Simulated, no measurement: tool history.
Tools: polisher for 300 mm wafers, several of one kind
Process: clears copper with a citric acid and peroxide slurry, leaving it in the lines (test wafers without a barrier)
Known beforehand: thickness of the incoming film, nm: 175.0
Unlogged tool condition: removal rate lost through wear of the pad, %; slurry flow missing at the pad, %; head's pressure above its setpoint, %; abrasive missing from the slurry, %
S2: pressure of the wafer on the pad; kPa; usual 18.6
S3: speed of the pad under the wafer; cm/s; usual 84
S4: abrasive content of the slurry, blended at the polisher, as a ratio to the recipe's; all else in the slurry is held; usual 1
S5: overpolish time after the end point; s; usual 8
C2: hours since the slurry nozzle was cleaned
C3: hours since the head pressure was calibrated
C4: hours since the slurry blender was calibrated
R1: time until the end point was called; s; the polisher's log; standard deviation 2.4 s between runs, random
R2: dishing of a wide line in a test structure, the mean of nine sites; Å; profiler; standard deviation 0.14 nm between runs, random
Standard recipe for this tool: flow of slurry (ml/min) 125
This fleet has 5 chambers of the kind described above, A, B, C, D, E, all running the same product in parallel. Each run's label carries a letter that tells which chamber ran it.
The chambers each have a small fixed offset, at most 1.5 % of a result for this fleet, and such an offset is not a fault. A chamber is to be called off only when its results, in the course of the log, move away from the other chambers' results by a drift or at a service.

{"hour": 2.3, "done": "chamber A: slurry nozzle cleaned"}
{"hour": 4.1, "done": "chamber A: worn pad replaced by a new one"}
{"run": "1C", "hour": 9.7, "flow of slurry (ml/min)": 125, "S2": 18.6, "S3": 84, "S4": 1, "S5": 8, "wafers polished on this pad": 402, "C2": 264.1, "C3": 508.5, "C4": 99.2, "R1": 123.93, "R2": 90.768}
{"hour": 12.5, "done": "chamber D: slurry blender recalibrated"}
{"hour": 13.2, "done": "chamber E: worn pad replaced by a new one"}
{"hour": 21.8, "done": "chamber E: slurry nozzle cleaned"}
{"run": "2D", "hour": 26.4, "flow of slurry (ml/min)": 125, "S2": 18.6, "S3": 84, "S4": 1, "S5": 8, "wafers polished on this pad": 663, "C2": 582.6, "C3": 652.8, "C4": 14, "R1": 120.25, "R2": 89.405}
{"hour": 31.9, "done": "chamber A: slurry blender recalibrated"}
{"hour": 32.1, "done": "chamber E: slurry blender recalibrated"}
{"run": "3A", "hour": 39.0, "flow of slurry (ml/min)": 125, "S2": 18.6, "S3": 84, "S4": 1, "S5": 8, "wafers polished on this pad": 260, "C2": 36.7, "C3": 539.5, "C4": 7.1, "R1": 125.32, "R2": 91.484}
{"hour": 39.4, "done": "chamber C: worn pad replaced by a new one"}
{"hour": 52.3, "done": "chamber B: worn pad replaced by a new one"}
{"run": "4B", "hour": 54.0, "flow of slurry (ml/min)": 125, "S2": 18.6, "S3": 84, "S4": 1, "S5": 8, "wafers polished on this pad": 13, "C2": 375.8, "C3": 188.1, "C4": 253.1, "R1": 124.84, "R2": 88.391}
{"run": "5E", "hour": 66.6, "flow of slurry (ml/min)": 125, "S2": 18.6, "S3": 84, "S4": 1, "S5": 8, "wafers polished on this pad": 398, "C2": 44.8, "C3": 1135.7, "C4": 34.5, "R1": 118.94, "R2": 87.643}
{"hour": 70.9, "done": "chamber D: head pressure recalibrated"}
{"hour": 76.2, "done": "chamber D: worn pad replaced by a new one"}
{"run": "6B", "hour": 78.2, "flow of slurry (ml/min)": 125, "S2": 18.6, "S3": 84, "S4": 1, "S5": 8, "wafers polished on this pad": 193, "C2": 400, "C3": 212.3, "C4": 277.3, "R1": 120.19, "R2": 91.728}
{"run": "7A", "hour": 87.4, "flow of slurry (ml/min)": 125, "S2": 18.6, "S3": 84, "S4": 1, "S5": 8, "wafers polished on this pad": 621, "C2": 85.1, "C3": 587.9, "C4": 55.5, "R1": 125.36, "R2": 87.498}
{"hour": 96.8, "done": "chamber E: worn pad replaced by a new one"}
{"run": "8C", "hour": 99.8, "flow of slurry (ml/min)": 125, "S2": 18.6, "S3": 84, "S4": 1, "S5": 8, "wafers polished on this pad": 450, "C2": 354.2, "C3": 598.6, "C4": 189.3, "R1": 121.91, "R2": 90.796}
{"run": "9D", "hour": 111.7, "flow of slurry (ml/min)": 125, "S2": 18.6, "S3": 70, "S4": 1, "S5": 8, "wafers polished on this pad": 264, "C2": 667.9, "C3": 40.8, "C4": 99.3, "R1": 141.56, "R2": 75.207}
{"hour": 119.2, "done": "chamber C: worn pad replaced by a new one"}
{"run": "10E", "hour": 124.0, "flow of slurry (ml/min)": 125, "S2": 18.6, "S3": 70, "S4": 1, "S5": 8, "wafers polished on this pad": 203, "C2": 102.2, "C3": 1193.1, "C4": 91.9, "R1": 142.5, "R2": 77.237}
{"hour": 128.5, "done": "chamber D: slurry blender recalibrated"}
{"hour": 135.7, "done": "chamber D: slurry nozzle cleaned"}
{"run": "11D", "hour": 138.7, "flow of slurry (ml/min)": 125, "S2": 18.6, "S3": 70, "S4": 1, "S5": 8, "wafers polished on this pad": 466, "C2": 3, "C3": 67.8, "C4": 10.2, "R1": 141.22, "R2": 75.34}
{"hour": 151.1, "done": "chamber B: worn pad replaced by a new one"}
{"run": "12B", "hour": 151.2, "flow of slurry (ml/min)": 125, "S2": 18.6, "S3": 70, "S4": 1, "S5": 8, "wafers polished on this pad": 1, "C2": 473, "C3": 285.3, "C4": 350.3, "R1": 140.21, "R2": 74.779}
{"run": "13E", "hour": 159.7, "flow of slurry (ml/min)": 125, "S2": 18.6, "S3": 70, "S4": 1, "S5": 8, "wafers polished on this pad": 469, "C2": 137.9, "C3": 1228.8, "C4": 127.6, "R1": 145.61, "R2": 74.12}
{"hour": 168.9, "done": "chamber B: slurry blender recalibrated"}
{"hour": 171.6, "done": "chamber A: worn pad replaced by a new one"}
{"run": "14A", "hour": 175.8, "flow of slurry (ml/min)": 125, "S2": 18.6, "S3": 84, "S4": 1, "S5": 8, "wafers polished on this pad": 31, "C2": 173.5, "C3": 676.3, "C4": 143.9, "R1": 124.07, "R2": 90.395}
{"run": "15C", "hour": 183.9, "flow of slurry (ml/min)": 125, "S2": 18.6, "S3": 84, "S4": 1, "S5": 8, "wafers polished on this pad": 483, "C2": 438.3, "C3": 682.7, "C4": 273.4, "R1": 120.2, "R2": 86.247}
{"run": "16D", "hour": 192.4, "flow of slurry (ml/min)": 125, "S2": 18.6, "S3": 84, "S4": 1, "S5": 8, "wafers polished on this pad": 866, "C2": 56.7, "C3": 121.5, "C4": 63.9, "R1": 117.97, "R2": 91.195}
{"hour": 198.9, "done": "chamber E: worn pad replaced by a new one"}
{"hour": 199.3, "done": "chamber C: slurry nozzle cleaned"}
{"hour": 200.3, "done": "chamber D: worn pad replaced by a new one"}
{"hour": 202.2, "done": "chamber C: worn pad replaced by a new one"}
{"run": "17B", "hour": 207.4, "flow of slurry (ml/min)": 125, "S2": 18.6, "S3": 84, "S4": 1, "S5": 8, "wafers polished on this pad": 420, "C2": 529.2, "C3": 341.5, "C4": 38.5, "R1": 122.9, "R2": 92.537}
{"run": "18A", "hour": 222.8, "flow of slurry (ml/min)": 125, "S2": 18.6, "S3": 84, "S4": 1, "S5": 8, "wafers polished on this pad": 381, "C2": 220.5, "C3": 723.3, "C4": 190.9, "R1": 125.06, "R2": 88.976}
{"run": "19E", "hour": 232.8, "flow of slurry (ml/min)": 125, "S2": 18.6, "S3": 84, "S4": 1, "S5": 8, "wafers polished on this pad": 253, "C2": 211, "C3": 1301.9, "C4": 200.7, "R1": 113.67, "R2": 90.508}
{"hour": 237.4, "done": "chamber D: slurry blender recalibrated"}
{"run": "20C", "hour": 242.3, "flow of slurry (ml/min)": 125, "S2": 18.6, "S3": 84, "S4": 1, "S5": 8, "wafers polished on this pad": 299, "C2": 43, "C3": 741.1, "C4": 331.8, "R1": 121.15, "R2": 90.148}
{"hour": 244.8, "done": "chamber E: head pressure recalibrated"}
{"hour": 246.1, "done": "chamber B: worn pad replaced by a new one"}
{"run": "21E", "hour": 255.0, "flow of slurry (ml/min)": 125, "S2": 18.6, "S3": 84, "S4": 1, "S5": 8, "wafers polished on this pad": 418, "C2": 233.2, "C3": 10.2, "C4": 222.9, "R1": 118.82, "R2": 89.042}
{"hour": 262.1, "done": "chamber B: head pressure recalibrated"}
{"run": "22B", "hour": 262.3, "flow of slurry (ml/min)": 125, "S2": 18.6, "S3": 84, "S4": 1, "S5": 8, "wafers polished on this pad": 121, "C2": 584.1, "C3": 0.3, "C4": 93.4, "R1": 126.45, "R2": 87.536}
{"run": "23D", "hour": 276.7, "flow of slurry (ml/min)": 125, "S2": 18.6, "S3": 84, "S4": 1, "S5": 8, "wafers polished on this pad": 570, "C2": 141, "C3": 205.8, "C4": 39.4, "R1": 121.81, "R2": 88.516}
{"hour": 280.9, "done": "chamber A: slurry blender recalibrated"}
{"hour": 287.3, "done": "chamber C: worn pad replaced by a new one"}
{"run": "24A", "hour": 288.1, "flow of slurry (ml/min)": 125, "S2": 18.6, "S3": 84, "S4": 1, "S5": 8, "wafers polished on this pad": 868, "C2": 285.8, "C3": 788.6, "C4": 7.3, "R1": 121.79, "R2": 88.956}
{"run": "25C", "hour": 296.0, "flow of slurry (ml/min)": 125, "S2": 18.6, "S3": 84, "S4": 1, "S5": 8, "wafers polished on this pad": 65, "C2": 96.7, "C3": 794.8, "C4": 385.5, "R1": 120.37, "R2": 90.549}
{"hour": 300.8, "done": "chamber C: slurry blender recalibrated"}
{"hour": 303.8, "done": "chamber E: worn pad replaced by a new one"}
{"run": "26D", "hour": 311.7, "flow of slurry (ml/min)": 125, "S2": 18.6, "S3": 84, "S4": 1, "S5": 8, "wafers polished on this pad": 831, "C2": 176, "C3": 240.8, "C4": 74.4, "R1": 120.8, "R2": 89.575}
{"hour": 314.9, "done": "chamber A: worn pad replaced by a new one"}
{"run": "27E", "hour": 322.6, "flow of slurry (ml/min)": 125, "S2": 18.6, "S3": 84, "S4": 1, "S5": 8, "wafers polished on this pad": 140, "C2": 300.8, "C3": 77.8, "C4": 290.5, "R1": 119.89, "R2": 88.401}
{"run": "28C", "hour": 331.0, "flow of slurry (ml/min)": 125, "S2": 18.6, "S3": 84, "S4": 1, "S5": 8, "wafers polished on this pad": 326, "C2": 131.7, "C3": 829.8, "C4": 30.3, "R1": 120.2, "R2": 90.103}
{"hour": 331.6, "done": "chamber D: slurry blender recalibrated"}
{"hour": 339.1, "done": "chamber B: worn pad replaced by a new one"}
{"run": "29A", "hour": 340.2, "flow of slurry (ml/min)": 125, "S2": 18.6, "S3": 84, "S4": 1, "S5": 8, "wafers polished on this pad": 188, "C2": 337.9, "C3": 840.7, "C4": 59.4, "R1": 121.15, "R2": 88.16}
{"hour": 351.9, "done": "chamber D: worn pad replaced by a new one"}
{"run": "30B", "hour": 356.5, "flow of slurry (ml/min)": 125, "S2": 18.6, "S3": 84, "S4": 1, "S5": 8, "wafers polished on this pad": 130, "C2": 678.3, "C3": 94.5, "C4": 187.6, "R1": 124.04, "R2": 87.795}
{"run": "31B", "hour": 366.4, "flow of slurry (ml/min)": 125, "S2": 18.6, "S3": 84, "S4": 1, "S5": 8, "wafers polished on this pad": 204, "C2": 688.2, "C3": 104.4, "C4": 197.5, "R1": 122.22, "R2": 90.386}
{"run": "32D", "hour": 374.9, "flow of slurry (ml/min)": 125, "S2": 20.7, "S3": 74, "S4": 1, "S5": 8, "wafers polished on this pad": 171, "C2": 239.2, "C3": 304, "C4": 43.3, "R1": 121.16, "R2": 88.047}
{"hour": 386.5, "done": "chamber C: worn pad replaced by a new one"}
{"hour": 386.9, "done": "chamber E: worn pad replaced by a new one"}
{"run": "33C", "hour": 388.1, "flow of slurry (ml/min)": 125, "S2": 20.7, "S3": 74, "S4": 1, "S5": 8, "wafers polished on this pad": 12, "C2": 188.8, "C3": 886.9, "C4": 87.4, "R1": 119.82, "R2": 87.006}
{"hour": 402.3, "done": "chamber E: slurry nozzle cleaned"}
{"run": "34A", "hour": 402.8, "flow of slurry (ml/min)": 125, "S2": 20.7, "S3": 74, "S4": 1, "S5": 8, "wafers polished on this pad": 655, "C2": 400.5, "C3": 903.3, "C4": 122, "R1": 121.39, "R2": 87.774}
{"run": "35E", "hour": 416.3, "flow of slurry (ml/min)": 125, "S2": 20.7, "S3": 74, "S4": 1, "S5": 8, "wafers polished on this pad": 219, "C2": 14, "C3": 171.5, "C4": 384.2, "R1": 121.37, "R2": 89.473}
{"run": "36D", "hour": 432.8, "flow of slurry (ml/min)": 125, "S2": 20.7, "S3": 74, "S4": 1, "S5": 8, "wafers polished on this pad": 603, "C2": 297.1, "C3": 361.9, "C4": 101.2, "R1": 117.53, "R2": 88.707}

Which is it: a chamber that has drifted or been left off by a service, a gauge drift common to all chambers, or only each chamber's usual small offset? If a chamber is off, name it and its likeliest cause.

No chamber stands off beyond its own small offset, and the gauge holds steady.
